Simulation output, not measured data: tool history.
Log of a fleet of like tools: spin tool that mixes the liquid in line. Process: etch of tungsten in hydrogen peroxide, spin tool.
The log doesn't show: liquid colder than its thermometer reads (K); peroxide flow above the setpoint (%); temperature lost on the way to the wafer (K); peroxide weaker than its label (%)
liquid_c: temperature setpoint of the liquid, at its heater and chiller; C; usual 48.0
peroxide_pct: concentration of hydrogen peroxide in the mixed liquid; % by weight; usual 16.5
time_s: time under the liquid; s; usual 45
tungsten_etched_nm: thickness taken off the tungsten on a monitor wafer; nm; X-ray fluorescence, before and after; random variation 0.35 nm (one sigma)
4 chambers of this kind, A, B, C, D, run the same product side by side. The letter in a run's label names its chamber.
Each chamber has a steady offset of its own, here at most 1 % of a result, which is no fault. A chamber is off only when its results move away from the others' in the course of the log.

run,hour,liquid_c,peroxide_pct,time_s,hours since the thermometer was replaced,hours since the peroxide flow meter was replaced,hours since the heated supply line was repaired,hours since the drum of peroxide was connected,"read-back film thickness of the tungsten reference wafer, read on the same gauge (nm)",tungsten_etched_nm
1A,7.9,48.0,16.5,45,49.8,1061.7,784.9,673.3,40.034,40.546
2B,18.5,48.0,16.5,45,126.1,259.3,1004.6,294.0,40.014,39.476
3C,31.1,48.0,16.5,45,224.4,381.5,689.0,408.9,40.019,40.410
4D,41.9,48.0,16.5,45,667.2,610.6,250.9,476.6,40.011,39.941
5D,53.5,48.0,16.5,45,678.8,622.2,262.5,488.2,40.016,40.304
6B,64.2,48.0,16.5,45,171.8,305.0,1050.3,339.7,40.026,39.441
7A,70.3,48.0,16.5,45,112.2,1124.1,847.3,735.7,40.011,39.599
# hour 75.0: chamber D: new drum of peroxide connected
8C,81.6,48.0,16.5,45,274.9,432.0,739.5,459.4,39.992,40.092
9B,91.2,48.0,16.5,45,198.8,332.0,1077.3,366.7,39.994,39.296
10D,99.8,48.0,16.5,45,725.1,668.5,308.8,24.9,39.977,39.423
11A,108.5,48.0,16.5,45,150.4,1162.3,885.5,773.9,39.976,40.347
12C,118.8,48.0,16.5,45,312.1,469.2,776.7,496.6,40.009,40.747
13B,126.6,48.0,16.5,45,234.2,367.4,1112.7,402.1,40.020,39.602
14D,138.9,48.0,16.5,45,764.2,707.6,347.9,64.0,39.987,39.889
15C,148.2,48.0,16.5,45,341.5,498.6,806.1,526.0,39.984,40.248
16A,154.1,48.0,16.5,45,196.0,1207.9,931.1,819.5,39.991,40.047
17B,163.6,48.0,16.5,45,271.2,404.4,1149.7,439.1,39.978,38.329
18A,171.8,48.0,16.5,45,213.7,1225.6,948.8,837.2,40.011,39.829
19C,182.6,48.0,16.5,45,375.9,533.0,840.5,560.4,40.005,40.114
20D,189.0,48.0,16.5,45,814.3,757.7,398.0,114.1,40.011,40.023
# hour 193.6: chamber D: thermometer replaced
21C,199.9,48.0,16.5,45,393.2,550.3,857.8,577.7,40.037,39.556
22A,207.9,48.0,16.5,45,249.8,1261.7,984.9,873.3,39.990,39.444
23B,216.7,48.0,16.5,45,324.3,457.5,1202.8,492.2,39.999,38.536
24D,225.1,48.0,16.5,45,31.6,793.8,434.1,150.2,39.984,39.913
25B,231.7,48.0,16.5,45,339.3,472.5,1217.8,507.2,39.987,38.765
# hour 233.8: chamber D: peroxide flow meter replaced
26D,243.9,56.0,16.5,65,50.4,10.1,452.9,169.0,40.019,93.186
27C,253.2,56.0,16.5,65,446.5,603.6,911.1,631.0,40.006,94.243
28A,264.0,56.0,16.5,65,305.9,1317.8,1041.0,929.4,39.980,94.737
# hour 267.7: chamber A: heated supply line repaired
29B,269.8,56.0,16.5,65,377.4,510.6,1255.9,545.3,40.007,89.490
30D,279.2,48.0,19.5,45,85.7,45.4,488.2,204.3,39.983,43.072
31A,285.8,48.0,19.5,45,327.7,1339.6,18.2,951.2,40.025,44.110
32C,294.2,48.0,19.5,45,487.5,644.6,952.1,672.0,39.996,43.610
33D,300.3,48.0,19.5,45,106.8,66.5,509.3,225.4,40.003,43.813
34A,311.6,48.0,16.5,45,353.5,1365.4,44.0,977.0,40.008,40.136
35C,318.8,48.0,16.5,45,512.1,669.2,976.7,696.6,40.032,40.698
36B,331.3,56.5,16.5,45,438.9,572.1,1317.4,606.8,40.016,62.532
37C,340.1,56.5,16.5,45,533.4,690.5,998.0,717.9,39.984,67.762
38D,349.2,56.5,16.5,45,155.7,115.4,558.2,274.3,39.974,66.714
39A,360.1,56.5,16.5,45,402.0,1413.9,92.5,1025.5,39.997,66.535
40B,366.7,48.0,16.5,45,474.3,607.5,1352.8,642.2,40.008,37.120
41B,378.7,48.0,16.5,45,486.3,619.5,1364.8,654.2,39.982,37.246
42D,388.1,48.0,16.5,45,194.6,154.3,597.1,313.2,40.025,40.018

Is one chamber off against the others, does the gauge drift, or is nothing wrong? If a chamber is off, say which, and what the likeliest cause is.

Chamber B drifts away from the others.
Cause: liquid colder than its thermometer reads (K) = 1.26.
The log may not tell that from: peroxide flow below the setpoint (%); temperature lost on the way to the wafer (K).

Here are 4 candidates for chamber B's next run, each the usual settings with a change, their results left as question marks. Which one brings its results back in line with what the others give on the usual settings?
In line means no further than this from the other chambers' mean on the usual settings: tungsten_etched_nm 1.200 nm
43B-1,397.1,47.5,16.5,45,,,,,,?
43B-2,397.1,46.5,16.5,45,,,,,,?
43B-3,397.1,48.5,16.5,45,,,,,,?
43B-4,397.1,49.5,16.5,45,,,,,,?

The other chambers' mean on the usual settings: tungsten_etched_nm 40.122 nm
run,tungsten_etched_nm
43B-1,35.691
43B-2,33.477
43B-3,38.012
43B-4,40.492
43B-4 brings the chamber back in line.

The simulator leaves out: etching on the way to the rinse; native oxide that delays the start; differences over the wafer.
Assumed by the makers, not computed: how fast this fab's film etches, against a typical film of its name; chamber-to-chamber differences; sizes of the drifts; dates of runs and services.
